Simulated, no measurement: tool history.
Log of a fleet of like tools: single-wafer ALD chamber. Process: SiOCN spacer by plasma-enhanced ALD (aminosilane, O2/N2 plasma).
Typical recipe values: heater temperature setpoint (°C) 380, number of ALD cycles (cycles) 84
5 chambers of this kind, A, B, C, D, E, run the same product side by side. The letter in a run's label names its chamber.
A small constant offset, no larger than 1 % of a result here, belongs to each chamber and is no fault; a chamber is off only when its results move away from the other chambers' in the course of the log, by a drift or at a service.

run	hour	heater temperature setpoint (°C)	number of ALD cycles (cycles)	read-back reference wafer on the same gauge, thickness_nm	mean film thickness on the monitor wafer (angstrom)
1D	9.5	380	84	4.8892	50.750
2B	18.4	380	84	4.8926	50.802
3A	26.1	380	84	4.8925	50.826
4C	35.9	380	84	4.8958	51.007
5E	42.5	380	84	4.8950	50.314
6E	49.4	380	84	4.8942	50.385
7C	55.3	380	84	4.8950	50.986
8A	63.0	386	84	4.8977	50.885
9D	74.3	386	84	4.8958	50.900
10B	80.7	386	84	4.8973	51.054
11B	87.4	386	84	4.8991	51.159
12A	98.5	386	84	4.8982	50.804
13D	105.5	380	84	4.9004	50.832
14E	118.1	380	84	4.9000	50.410
15C	124.6	380	84	4.9024	51.049
16E	134.3	380	84	4.9032	50.608
17A	145.5	380	84	4.9029	51.136
18B	158.5	380	84	4.9076	50.845
19C	170.9	380	84	4.9073	51.138
20D	181.8	380	96	4.9073	58.084
21C	188.6	380	96	4.9088	58.439
22B	200.9	380	96	4.9083	58.387
23D	211.6	380	96	4.9106	58.338
24A	221.6	380	96	4.9112	58.579
25E	233.3	366	93	4.9110	55.884
26D	239.1	366	93	4.9121	56.427
27E	249.3	366	93	4.9137	55.907
28B	262.2	366	93	4.9150	56.535
29C	267.9	366	93	4.9169	56.769
30A	274.1	380	84	4.9175	51.108
31B	282.8	380	84	4.9159	51.148
32D	293.0	380	84	4.9170	50.955
33E	302.2	380	84	4.9202	50.620
34A	309.7	380	84	4.9194	51.222

What goes on in this fleet: one chamber off, a drifting gauge, or nothing beyond the chambers' own small offsets? Name the chamber and the cause, if any.

No chamber is off; the gauge reading every chamber's wafers drifts, which makes the whole fleet appear to move together.
Cause: gauge reads high (%) = 0.623.
